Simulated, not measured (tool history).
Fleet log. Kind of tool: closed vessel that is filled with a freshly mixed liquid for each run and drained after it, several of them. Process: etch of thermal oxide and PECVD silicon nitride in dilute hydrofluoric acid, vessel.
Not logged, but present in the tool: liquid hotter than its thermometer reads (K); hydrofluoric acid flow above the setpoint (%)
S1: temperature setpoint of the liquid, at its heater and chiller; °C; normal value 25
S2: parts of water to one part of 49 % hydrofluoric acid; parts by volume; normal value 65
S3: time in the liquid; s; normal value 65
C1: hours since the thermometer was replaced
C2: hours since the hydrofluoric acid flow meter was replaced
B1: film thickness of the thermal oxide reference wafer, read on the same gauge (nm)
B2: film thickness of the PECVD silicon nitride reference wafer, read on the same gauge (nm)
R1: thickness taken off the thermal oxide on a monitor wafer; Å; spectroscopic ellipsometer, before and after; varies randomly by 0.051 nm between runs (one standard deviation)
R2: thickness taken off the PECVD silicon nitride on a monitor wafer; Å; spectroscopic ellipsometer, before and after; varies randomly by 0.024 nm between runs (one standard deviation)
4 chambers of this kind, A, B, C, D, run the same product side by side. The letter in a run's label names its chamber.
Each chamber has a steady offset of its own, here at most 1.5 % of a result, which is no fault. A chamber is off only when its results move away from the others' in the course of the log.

Run 1C, day 0.383: usual settings; C1 2103.5; C2 174.5; B1 140.02; B2 120.01. Result: R1 52.549 Å, R2 34.646 Å.
Run 2D, day 1.012: usual settings; C1 230.9; C2 1980.8; B1 139.99; B2 120. Result: R1 52.846 Å, R2 34.705 Å.
Run 3A, day 1.562: usual settings; C1 1151.7; C2 506.3; B1 140; B2 120.01. Result: R1 53.139 Å, R2 34.496 Å.
Run 4B, day 1.896: usual settings; C1 1701; C2 188.6; B1 140.01; B2 120. Result: R1 52.427 Å, R2 34.328 Å.
Run 5B, day 2.283: usual settings; C1 1710.3; C2 197.9; B1 140.01; B2 120.02. Result: R1 52.04 Å, R2 33.948 Å.
Run 6C, day 2.65: usual settings; C1 2157.9; C2 228.9; B1 140; B2 120.02. Result: R1 52.206 Å, R2 34.148 Å.
Run 7D, day 3.296: usual settings; C1 285.7; C2 2035.6; B1 140.02; B2 120. Result: R1 53.17 Å, R2 34.718 Å.
Run 8A, day 3.779: usual settings; C1 1204.9; C2 559.5; B1 140; B2 119.97. Result: R1 52.157 Å, R2 34.141 Å.
Run 9A, day 4.125: usual settings; C1 1213.2; C2 567.8; B1 139.99; B2 119.99. Result: R1 52.496 Å, R2 34.795 Å.
Run 10C, day 4.617: usual settings; C1 2205.1; C2 276.1; B1 140.01; B2 120. Result: R1 52.269 Å, R2 34.422 Å.
Run 11B, day 5.188: usual settings; C1 1780; C2 267.6; B1 140.01; B2 120. Result: R1 51.402 Å, R2 34.3 Å.
Run 12D, day 5.721: usual settings but S2 50 parts by volume; C1 343.9; C2 2093.8; B1 139.99; B2 119.98. Result: R1 68.929 Å, R2 44.751 Å.
Run 13A, day 6.142: usual settings but S2 50 parts by volume; C1 1261.6; C2 616.2; B1 139.99; B2 120. Result: R1 69.673 Å, R2 43.983 Å.
Run 14B, day 6.679: usual settings but S2 50 parts by volume; C1 1815.8; C2 303.4; B1 140; B2 120. Result: R1 68.471 Å, R2 44.07 Å.
Run 15D, day 6.992: usual settings but S2 50 parts by volume; C1 374.4; C2 2124.3; B1 139.99; B2 119.97. Result: R1 69.606 Å, R2 44.904 Å.
Run 16C, day 7.3: usual settings; C1 2269.5; C2 340.5; B1 139.99; B2 119.99. Result: R1 52.716 Å, R2 35.105 Å.
Run 17C, day 7.812: usual settings; C1 2281.8; C2 352.8; B1 139.97; B2 119.98. Result: R1 53.1 Å, R2 34.807 Å.
Run 18D, day 8.292: usual settings; C1 405.6; C2 2155.5; B1 140.01; B2 119.99. Result: R1 52.6 Å, R2 34.843 Å.
Run 19A, day 8.933: usual settings; C1 1328.6; C2 683.2; B1 140.01; B2 120.01. Result: R1 52.58 Å, R2 34.487 Å.
At day 9.096: chamber C: thermometer replaced.
Run 20B, day 9.508: usual settings; C1 1883.7; C2 371.3; B1 140; B2 120. Result: R1 51.342 Å, R2 34.758 Å.
Run 21B, day 9.838: usual settings; C1 1891.6; C2 379.2; B1 140.01; B2 120.02. Result: R1 51.135 Å, R2 34.3 Å.
Run 22D, day 10.208: usual settings; C1 451.6; C2 2201.5; B1 140; B2 119.98. Result: R1 52.466 Å, R2 34.317 Å.
Run 23C, day 10.562: usual settings; C1 35.3; C2 418.8; B1 140; B2 120.01. Result: R1 54.477 Å, R2 35.528 Å.
Run 24A, day 10.983: usual settings; C1 1377.8; C2 732.4; B1 139.99; B2 119.98. Result: R1 52.711 Å, R2 34.344 Å.
Run 25C, day 11.275: usual settings; C1 52.4; C2 435.9; B1 139.99; B2 119.99. Result: R1 53.811 Å, R2 34.936 Å.
Run 26D, day 11.562: usual settings but S2 90 parts by volume; C1 484.1; C2 2234; B1 140.02; B2 120.01. Result: R1 36.56 Å, R2 25.149 Å.
Run 27A, day 12.204: usual settings but S2 90 parts by volume; C1 1407.1; C2 761.7; B1 140; B2 119.99. Result: R1 36.402 Å, R2 25.042 Å.
Run 28B, day 12.554: usual settings but S2 90 parts by volume; C1 1956.8; C2 444.4; B1 140; B2 120. Result: R1 35.956 Å, R2 25.142 Å.
Run 29A, day 13.15: usual settings but S2 90 parts by volume; C1 1429.8; C2 784.4; B1 140; B2 120.01. Result: R1 36.271 Å, R2 25.135 Å.
Run 30D, day 13.483: usual settings but S1 27 °C; C1 530.2; C2 2280.1; B1 140.03; B2 120.01. Result: R1 56.066 Å, R2 39.964 Å.
Run 31B, day 13.971: usual settings but S1 27 °C; C1 1990.8; C2 478.4; B1 140.02; B2 120.02. Result: R1 55.309 Å, R2 38.992 Å.

Each of the 4 chambers runs these same settings next. Fill in every chamber's results:
Run 32A, day 14.442: usual settings but S1 23 °C. Result: R1 ?, R2 ?.
Run 32B, day 14.442: usual settings but S1 23 °C. Result: R1 ?, R2 ?.
Run 32C, day 14.442: usual settings but S1 23 °C. Result: R1 ?, R2 ?.
Run 32D, day 14.442: usual settings but S1 23 °C. Result: R1 ?, R2 ?.

run      R1      R2
32A  48.137  30.334
32B  47.468  30.171
32C  50.841  31.649
32D  47.476  30.507
